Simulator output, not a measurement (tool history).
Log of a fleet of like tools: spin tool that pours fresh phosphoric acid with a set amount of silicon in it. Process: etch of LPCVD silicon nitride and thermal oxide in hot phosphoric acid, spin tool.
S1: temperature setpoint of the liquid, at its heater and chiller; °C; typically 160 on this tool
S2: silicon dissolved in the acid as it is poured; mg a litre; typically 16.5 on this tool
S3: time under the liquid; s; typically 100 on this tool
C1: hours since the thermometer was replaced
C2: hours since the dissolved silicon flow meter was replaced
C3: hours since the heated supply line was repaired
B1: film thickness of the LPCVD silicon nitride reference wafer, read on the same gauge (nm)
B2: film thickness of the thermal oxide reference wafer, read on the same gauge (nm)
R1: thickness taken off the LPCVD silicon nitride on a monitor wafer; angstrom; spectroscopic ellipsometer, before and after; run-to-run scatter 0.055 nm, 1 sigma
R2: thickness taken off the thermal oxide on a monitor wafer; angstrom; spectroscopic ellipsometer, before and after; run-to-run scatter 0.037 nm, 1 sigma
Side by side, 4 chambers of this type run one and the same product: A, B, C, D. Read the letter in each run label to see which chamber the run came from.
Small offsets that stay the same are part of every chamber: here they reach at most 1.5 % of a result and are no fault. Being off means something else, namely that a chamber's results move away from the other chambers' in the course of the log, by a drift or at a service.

Run 1A, hour 14.1: usual settings; C1 1951.3; C2 49; C3 388.8; B1 59.977; B2 50.009. Result: R1 88.268 angstrom, R2 2.3738 angstrom.
Run 2B, hour 25.3: usual settings; C1 154.7; C2 762.6; C3 642.8; B1 60.019; B2 49.971. Result: R1 89.475 angstrom, R2 1.3456 angstrom.
Run 3C, hour 40.8: usual settings; C1 1270.5; C2 448.1; C3 510.9; B1 59.98; B2 49.978. Result: R1 88.714 angstrom, R2 1.848 angstrom.
Run 4D, hour 53.8: usual settings; C1 2584.1; C2 365.8; C3 1562.3; B1 60.016; B2 49.999. Result: R1 88.759 angstrom, R2 1.7593 angstrom.
Run 5B, hour 65.3: usual settings; C1 194.7; C2 802.6; C3 682.8; B1 59.983; B2 49.998. Result: R1 89.568 angstrom, R2 2.0404 angstrom.
Run 6A, hour 75.9: usual settings; C1 2013.1; C2 110.8; C3 450.6; B1 59.995; B2 49.975. Result: R1 88.834 angstrom, R2 2.1755 angstrom.
Run 7D, hour 84: usual settings; C1 2614.3; C2 396; C3 1592.5; B1 59.987; B2 50. Result: R1 88.23 angstrom, R2 1.7643 angstrom.
Run 8C, hour 94.4: usual settings but S1 163 °C, S2 10 mg a litre; C1 1324.1; C2 501.7; C3 564.5; B1 60.035; B2 49.986. Result: R1 98.314 angstrom, R2 2.6313 angstrom.
At hour 105.9: chamber D: thermometer replaced.
Run 9B, hour 106.9: usual settings but S1 163 °C, S2 10 mg a litre; C1 236.3; C2 844.2; C3 724.4; B1 60.005; B2 49.986. Result: R1 99.667 angstrom, R2 2.5238 angstrom.
Run 10C, hour 118.7: usual settings but S1 163 °C, S2 10 mg a litre; C1 1348.4; C2 526; C3 588.8; B1 60.037; B2 50.004. Result: R1 98.668 angstrom, R2 2.8678 angstrom.
Run 11A, hour 134.1: usual settings but S1 163 °C, S2 10 mg a litre; C1 2071.3; C2 169; C3 508.8; B1 60.015; B2 49.99. Result: R1 97.983 angstrom, R2 3.5049 angstrom.
Run 12D, hour 141.1: usual settings; C1 35.3; C2 453.1; C3 1649.6; B1 60.007; B2 49.994. Result: R1 88.419 angstrom, R2 2.611 angstrom.
Run 13D, hour 150.9: usual settings; C1 45.1; C2 462.9; C3 1659.4; B1 59.988; B2 50.008. Result: R1 89.391 angstrom, R2 2.0613 angstrom.
Run 14B, hour 166.3: usual settings; C1 295.7; C2 903.6; C3 783.8; B1 60.016; B2 49.994. Result: R1 89.053 angstrom, R2 1.721 angstrom.
Run 15C, hour 182.4: usual settings; C1 1412.1; C2 589.7; C3 652.5; B1 60.02; B2 50. Result: R1 88.518 angstrom, R2 1.2236 angstrom.
Run 16A, hour 190.9: usual settings but S2 26 mg a litre, S3 65 s; C1 2128.1; C2 225.8; C3 565.6; B1 59.994; B2 49.994. Result: R1 57.876 angstrom, R2 1.3401 angstrom.
Run 17B, hour 198.7: usual settings but S2 26 mg a litre, S3 65 s; C1 328.1; C2 936; C3 816.2; B1 60.018; B2 49.976. Result: R1 58.384 angstrom, R2 0.79364 angstrom.
Run 18A, hour 212.8: usual settings but S2 26 mg a litre, S3 65 s; C1 2150; C2 247.7; C3 587.5; B1 60.014; B2 50.004. Result: R1 57.757 angstrom, R2 0.77962 angstrom.
Run 19C, hour 227.2: usual settings but S2 26 mg a litre, S3 65 s; C1 1456.9; C2 634.5; C3 697.3; B1 60.011; B2 50.008. Result: R1 58.133 angstrom, R2 0.88151 angstrom.
Run 20D, hour 241: usual settings; C1 135.2; C2 553; C3 1749.5; B1 59.994; B2 50.024. Result: R1 88.819 angstrom, R2 1.7898 angstrom.
At hour 244.5: chamber D: heated supply line repaired.
Run 21B, hour 255.6: usual settings; C1 385; C2 992.9; C3 873.1; B1 60.024; B2 49.971. Result: R1 89.841 angstrom, R2 1.5749 angstrom.
Run 22A, hour 264: usual settings; C1 2201.2; C2 298.9; C3 638.7; B1 59.984; B2 49.985. Result: R1 88.562 angstrom, R2 1.4144 angstrom.
Run 23D, hour 278.2: usual settings; C1 172.4; C2 590.2; C3 33.7; B1 60.014; B2 49.972. Result: R1 88.221 angstrom, R2 2.276 angstrom.
Run 24C, hour 285.1: usual settings; C1 1514.8; C2 692.4; C3 755.2; B1 60.009; B2 50.01. Result: R1 89.207 angstrom, R2 1.2042 angstrom.
At hour 293.2: chamber A: heated supply line repaired.
Run 25B, hour 297.8: usual settings; C1 427.2; C2 1035.1; C3 915.3; B1 60.03; B2 50.01. Result: R1 88.749 angstrom, R2 2.1828 angstrom.
Run 26D, hour 304.9: usual settings but S1 158.5 °C; C1 199.1; C2 616.9; C3 60.4; B1 60.022; B2 49.978. Result: R1 83.795 angstrom, R2 1.6623 angstrom.
Run 27A, hour 312.9: usual settings but S1 158.5 °C; C1 2250.1; C2 347.8; C3 19.7; B1 60.019; B2 49.999. Result: R1 84.497 angstrom, R2 0.97034 angstrom.
Run 28C, hour 326.4: usual settings but S1 158.5 °C; C1 1556.1; C2 733.7; C3 796.5; B1 60.006; B2 50.022. Result: R1 84.978 angstrom, R2 1.6186 angstrom.
At hour 328.1: chamber A: thermometer replaced.
Run 29D, hour 342.3: usual settings but S1 158.5 °C; C1 236.5; C2 654.3; C3 97.8; B1 59.971; B2 50.005. Result: R1 84.035 angstrom, R2 1.5407 angstrom.
Run 30C, hour 353.5: usual settings; C1 1583.2; C2 760.8; C3 823.6; B1 59.991; B2 49.991. Result: R1 88.912 angstrom, R2 1.4709 angstrom.
Run 31B, hour 361.6: usual settings but S2 23 mg a litre, S3 125 s; C1 491; C2 1098.9; C3 979.1; B1 60.018; B2 49.983. Result: R1 111.17 angstrom, R2 1.7162 angstrom.
Run 32A, hour 374.7: usual settings but S2 23 mg a litre, S3 125 s; C1 46.7; C2 409.6; C3 81.5; B1 59.998; B2 50.002. Result: R1 111.41 angstrom, R2 2.0391 angstrom.
Run 33A, hour 383.5: usual settings but S2 23 mg a litre, S3 125 s; C1 55.5; C2 418.4; C3 90.3; B1 59.998; B2 49.998. Result: R1 110.47 angstrom, R2 1.749 angstrom.
Run 34B, hour 398: usual settings but S2 23 mg a litre, S3 125 s; C1 527.4; C2 1135.3; C3 1015.5; B1 60.021; B2 50.02. Result: R1 112.28 angstrom, R2 2.1502 angstrom.
Run 35D, hour 413.2: usual settings; C1 307.4; C2 725.2; C3 168.7; B1 60.027; B2 50.014. Result: R1 88.508 angstrom, R2 1.7877 angstrom.
Run 36C, hour 425.3: usual settings; C1 1655; C2 832.6; C3 895.4; B1 60.012; B2 50.024. Result: R1 88.242 angstrom, R2 1.8287 angstrom.
Run 37C, hour 440.9: usual settings; C1 1670.6; C2 848.2; C3 911; B1 60.001; B2 50.03. Result: R1 88.665 angstrom, R2 1.6852 angstrom.
Run 38A, hour 448.7: usual settings; C1 120.7; C2 483.6; C3 155.5; B1 59.994; B2 49.999. Result: R1 89.783 angstrom, R2 2.3553 angstrom.

Read the log: is a single chamber off, either drifting away or since a service, is the gauge that measures every chamber drifting, or is nothing wrong beyond small per-chamber offsets? Name any odd chamber and what most likely caused it.

Neither any chamber nor the gauge drifts; the chambers differ only by their own small, steady offsets.

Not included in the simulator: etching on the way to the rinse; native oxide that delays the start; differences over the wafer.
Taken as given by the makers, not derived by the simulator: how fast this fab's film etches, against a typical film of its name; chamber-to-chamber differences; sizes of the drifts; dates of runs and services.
